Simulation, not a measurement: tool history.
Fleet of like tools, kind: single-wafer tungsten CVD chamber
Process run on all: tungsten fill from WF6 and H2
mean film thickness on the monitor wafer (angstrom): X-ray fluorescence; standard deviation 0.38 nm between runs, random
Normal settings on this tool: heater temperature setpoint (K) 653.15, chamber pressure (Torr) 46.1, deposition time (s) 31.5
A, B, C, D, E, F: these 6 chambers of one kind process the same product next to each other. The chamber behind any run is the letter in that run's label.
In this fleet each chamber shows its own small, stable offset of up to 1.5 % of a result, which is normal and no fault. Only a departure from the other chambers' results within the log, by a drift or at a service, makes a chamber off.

run	hour	heater temperature setpoint (K)	chamber pressure (Torr)	deposition time (s)	hours since the last thermocouple change	hours since the last manometer calibration	read-back reference wafer on the same gauge, thickness_nm	mean film thickness on the monitor wafer (angstrom)
1A	6.8	653.15	46.1	31.5	1487.1	1337.3	83.465	759.85
# hour 8.3: chamber F: capacitance manometer re-zeroed and calibrated
2B	13.4	653.15	46.1	31.5	89.3	373.0	83.335	753.70
3F	19.2	653.15	46.1	31.5	300.2	10.9	83.537	771.46
4D	24.9	653.15	46.1	31.5	67.8	955.5	83.384	762.07
5C	31.9	653.15	46.1	31.5	1017.5	1906.6	83.439	763.56
6E	38.0	653.15	46.1	31.5	1058.7	1353.6	83.456	766.76
7B	41.6	653.15	46.1	31.5	117.5	401.2	83.290	759.62
8F	44.7	653.15	46.1	31.5	325.7	36.4	83.292	765.11
9A	51.5	653.15	46.1	31.5	1531.8	1382.0	83.436	761.93
10C	55.2	653.15	46.1	31.5	1040.8	1929.9	83.353	756.46
11E	60.7	653.15	46.1	31.5	1081.4	1376.3	83.439	769.52
12D	67.0	653.15	46.1	31.5	109.9	997.6	83.305	761.86
13A	73.2	653.15	46.1	31.5	1553.5	1403.7	83.291	763.72
14B	76.8	653.15	46.1	31.5	152.7	436.4	83.442	746.57
15E	81.1	653.15	46.1	31.5	1101.8	1396.7	83.395	763.15
16F	87.3	653.15	46.1	31.5	368.3	79.0	83.429	781.81
17C	92.6	653.15	46.1	31.5	1078.2	1967.3	83.392	754.97
18D	96.8	653.15	46.1	31.5	139.7	1027.4	83.327	758.41
19A	103.6	653.15	46.1	31.5	1583.9	1434.1	83.452	764.60
20F	109.4	653.15	46.1	31.5	390.4	101.1	83.423	783.48
21C	115.2	653.15	46.1	31.5	1100.8	1989.9	83.424	758.74
22E	118.6	653.15	46.1	31.5	1139.3	1434.2	83.437	764.07
23D	125.4	653.15	46.1	31.5	168.3	1056.0	83.482	759.27
24B	131.8	653.15	46.1	31.5	207.7	491.4	83.480	748.83
25A	138.4	646.15	46.1	31.5	1618.7	1468.9	83.377	663.61
26B	145.4	646.15	46.1	31.5	221.3	505.0	83.440	654.68
27C	148.6	646.15	46.1	31.5	1134.2	2023.3	83.429	653.94
# hour 149.0: chamber E: thermocouple changed; heater temperature recalibrated
28D	151.7	646.15	46.1	31.5	194.6	1082.3	83.319	658.32
29E	155.1	646.15	46.1	31.5	6.2	1470.7	83.323	663.52
30F	158.8	646.15	46.1	31.5	439.8	150.5	83.458	695.99
31D	165.5	653.15	51.3	28.7	208.4	1096.1	83.361	722.63
32B	171.7	653.15	51.3	28.7	247.6	531.3	83.328	721.84
33A	176.5	653.15	51.3	28.7	1656.8	1507.0	83.461	724.31
34F	183.4	653.15	51.3	28.7	464.4	175.1	83.428	766.36
35C	187.0	653.15	51.3	28.7	1172.6	2061.7	83.406	726.66
36E	192.1	653.15	51.3	28.7	43.2	1507.7	83.431	739.16
37C	197.3	653.15	46.1	31.5	1182.9	2072.0	83.442	755.09
38D	202.4	653.15	46.1	31.5	245.3	1133.0	83.384	765.98
39B	205.4	653.15	46.1	31.5	281.3	565.0	83.430	748.10
40F	210.0	653.15	46.1	31.5	491.0	201.7	83.475	805.73
41E	216.1	653.15	50.9	36.9	67.2	1531.7	83.301	940.49
42A	221.8	653.15	50.9	36.9	1702.1	1552.3	83.312	939.58

Is one chamber off against the others, does the gauge drift, or is nothing wrong? If a chamber is off, say which, and what the likeliest cause is.

Little by little, chamber F moves away from the other chambers.
Most likely cause: wafer temperature above the value expected at the setpoint (K) = 2.74.

Below are 4 candidate recipes for chamber F's next run, each the usual settings with a change, their results shown as question marks. Which of them brings F's results back in line with what the other chambers give on the usual settings?
In-line tolerance around the mean of the other chambers on the usual settings: mean film thickness on the monitor wafer (angstrom) 13.00
43F-1	226.8	650.15	45.3	31.5				?
43F-2	226.8	658.15	46.1	31.5				?
43F-3	226.8	653.15	43.7	29.2				?
43F-4	226.8	655.15	46.7	32.1				?

The other chambers' mean on the usual settings: mean film thickness on the monitor wafer (angstrom) 761.72
run	mean film thickness on the monitor wafer (angstrom)
43F-1	756.57
43F-2	895.07
43F-3	732.87
43F-4	864.47
43F-1 is the one that brings the chamber's results back in line with the other chambers.
